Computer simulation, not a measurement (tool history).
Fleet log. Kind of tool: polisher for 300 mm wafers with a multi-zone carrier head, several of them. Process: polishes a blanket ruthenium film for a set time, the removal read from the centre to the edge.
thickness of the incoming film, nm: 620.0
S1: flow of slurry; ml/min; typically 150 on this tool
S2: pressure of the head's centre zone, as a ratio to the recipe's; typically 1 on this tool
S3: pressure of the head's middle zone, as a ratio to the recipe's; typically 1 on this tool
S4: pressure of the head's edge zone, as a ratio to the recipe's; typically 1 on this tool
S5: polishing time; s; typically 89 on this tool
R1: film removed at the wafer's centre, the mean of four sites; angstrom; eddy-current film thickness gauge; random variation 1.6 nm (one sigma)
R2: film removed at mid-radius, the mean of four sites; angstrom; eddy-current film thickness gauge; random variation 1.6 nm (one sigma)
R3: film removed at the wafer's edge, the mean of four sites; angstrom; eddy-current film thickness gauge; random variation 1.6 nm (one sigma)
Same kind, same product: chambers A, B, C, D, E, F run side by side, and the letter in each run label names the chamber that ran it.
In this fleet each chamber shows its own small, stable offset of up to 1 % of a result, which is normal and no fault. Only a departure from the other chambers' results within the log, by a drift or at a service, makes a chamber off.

run   hour   S1  S2    S3    S4   S5      R1      R2      R3
 1C    7.5  150   1     1     1   89  1228.2  1199.7  1236.6
       9.2  -- chamber F: worn pad replaced by a new one
 2F   15.9  150   1     1     1   89  1186.9    1208  1246.1
 3B   19.8  150   1     1     1   89  1232.6  1245.9  1215.3
 4A   24.7  150   1     1     1   89  1202.5  1201.7  1249.4
 5D   29.7  150   1     1     1   89  1240.8  1240.1  1200.3
 6E   34.5  150   1     1     1   89  1213.6    1184  1212.3
      37.1  -- chamber D: worn pad replaced by a new one
 7F   38.3  150   1     1     1   89  1215.8    1250  1224.6
 8B   42.6  150   1     1     1   89  1216.7    1227  1221.3
      47.4  -- chamber B: worn pad replaced by a new one
 9C   47.8  150   1     1     1   89  1201.9  1208.7  1246.6
      49.5  -- chamber E: worn pad replaced by a new one
      52.3  -- chamber C: slurry nozzle cleaned
10A   55.2  150   1     1     1   89  1243.1  1228.2  1233.9
11E   63.2  150   1     1     1   89  1185.2  1240.5  1229.5
12D   71.6  150   1     1     1   89  1236.6  1200.9  1245.6
13D     76  150   1  1.11  0.88   89    1230  1334.7  1141.3
      78.7  -- chamber F: edge zone pressure recalibrated
14F   84.3  150   1  1.11  0.88   89  1202.8  1335.2  1151.2
      87.5  -- chamber E: slurry nozzle cleaned
      91.2  -- chamber B: centre zone pressure recalibrated
15C   92.5  150   1  1.11  0.88   89  1230.6  1331.3    1145
16B   99.9  150   1  1.11  0.88   89  1223.5  1355.7  1131.4
17E  107.1  150   1  1.11  0.88   89  1204.5  1373.7  1144.7
18A  111.4  150   1  1.11  0.88   89    1202  1348.7  1141.4
     116.4  -- chamber E: edge zone pressure recalibrated
     116.9  -- chamber C: worn pad replaced by a new one
19F  119.1  120   1     1     1   89  1152.7  1166.3  1218.3
20C  124.5  120   1     1     1   89    1136  1157.6  1169.9
     125.6  -- chamber D: worn pad replaced by a new one
21D  130.6  120   1     1     1   89  1146.5  1149.4  1160.4
22A  136.2  120   1     1     1   89  1134.9  1139.3  1153.8
23E  142.6  120   1     1     1   89  1136.7  1165.6    1162
24B  150.8  120   1     1     1   89  1161.2  1159.9  1172.5
25F  157.3  150   1     1     1   89  1195.8  1192.3  1232.8
     157.8  -- chamber F: slurry nozzle cleaned
     158.7  -- chamber A: edge zone pressure recalibrated
     160.9  -- chamber A: worn pad replaced by a new one
26D  163.6  150   1     1  0.93  110  1465.7  1518.4  1414.1
     170.5  -- chamber B: worn pad replaced by a new one
27C    171  150   1     1  0.93  110  1529.9  1500.9  1477.5
28B  176.9  150   1     1  0.93  110  1507.2  1497.6  1470.1
     179.4  -- chamber C: edge zone pressure recalibrated
29A  182.4  150   1     1  0.93  110  1436.8  1463.4  1389.7
     185.9  -- chamber E: worn pad replaced by a new one
30E    189  150   1     1  0.93  110  1496.1  1514.4  1436.2
31F  194.5  150   1     1  0.93  110  1516.4  1485.3  1429.8
32A  201.8  150   1     1     1   89  1134.5  1150.8  1198.8
     208.8  -- chamber D: slurry nozzle cleaned
33D  208.8  150   1     1     1   89  1211.5  1237.5  1213.2
34C  214.8  150   1     1     1   89  1234.9  1206.1  1232.4
       216  -- chamber D: worn pad replaced by a new one
     217.7  -- chamber B: slurry nozzle cleaned
35B  220.8  150   1     1     1   89  1249.4  1233.7  1204.1
36E    225  150   1     1     1   89  1210.6  1219.4  1206.7
     226.3  -- chamber F: worn pad replaced by a new one
37B  231.5  150   1     1     1   89  1236.1  1256.3  1239.6
38F  236.2  150   1     1     1   89  1231.4  1201.4  1229.9
39C  241.5  150   1     1     1   70  980.87  959.09  972.24
40A  248.2  150   1     1     1   70  859.73  862.56  876.77
41D  252.2  150   1     1     1   70  962.62  959.94  955.75

Is one chamber off against the others, does the gauge drift, or is nothing wrong? If a chamber is off, say which, and what the likeliest cause is.

One chamber, A, drifts off from the rest bit by bit.
Likeliest cause: slurry flow missing at the pad, % = 36.3.

Which of the 4 candidates below, each the usual settings with something changed and its results left as question marks, puts chamber A back in line with what the other chambers give on the usual settings?
In line means no further than this from the other chambers' mean on the usual settings: R1 56 angstrom; R2 55 angstrom; R3 56 angstrom
42A-1  258.2  140  0.97  0.98  1.02  83   ?   ?   ?
42A-2  258.2  160  1.03  1.02  0.98  95   ?   ?   ?
42A-3  258.2  145  0.99  0.99  1.01  87   ?   ?   ?
42A-4  258.2  155  1.01  1.01  0.99  91   ?   ?   ?

The mean the other chambers reach with the usual settings: R1 1223.9 angstrom; R2 1217.1 angstrom; R3 1219.9 angstrom
  run      R1      R2      R3
42A-1  957.44  977.93  1055.8
42A-2    1224    1207  1213.3
42A-3  1039.1  1045.7  1108.5
42A-4  1136.1  1135.8  1161.7
42A-2 brings the chamber back in line.

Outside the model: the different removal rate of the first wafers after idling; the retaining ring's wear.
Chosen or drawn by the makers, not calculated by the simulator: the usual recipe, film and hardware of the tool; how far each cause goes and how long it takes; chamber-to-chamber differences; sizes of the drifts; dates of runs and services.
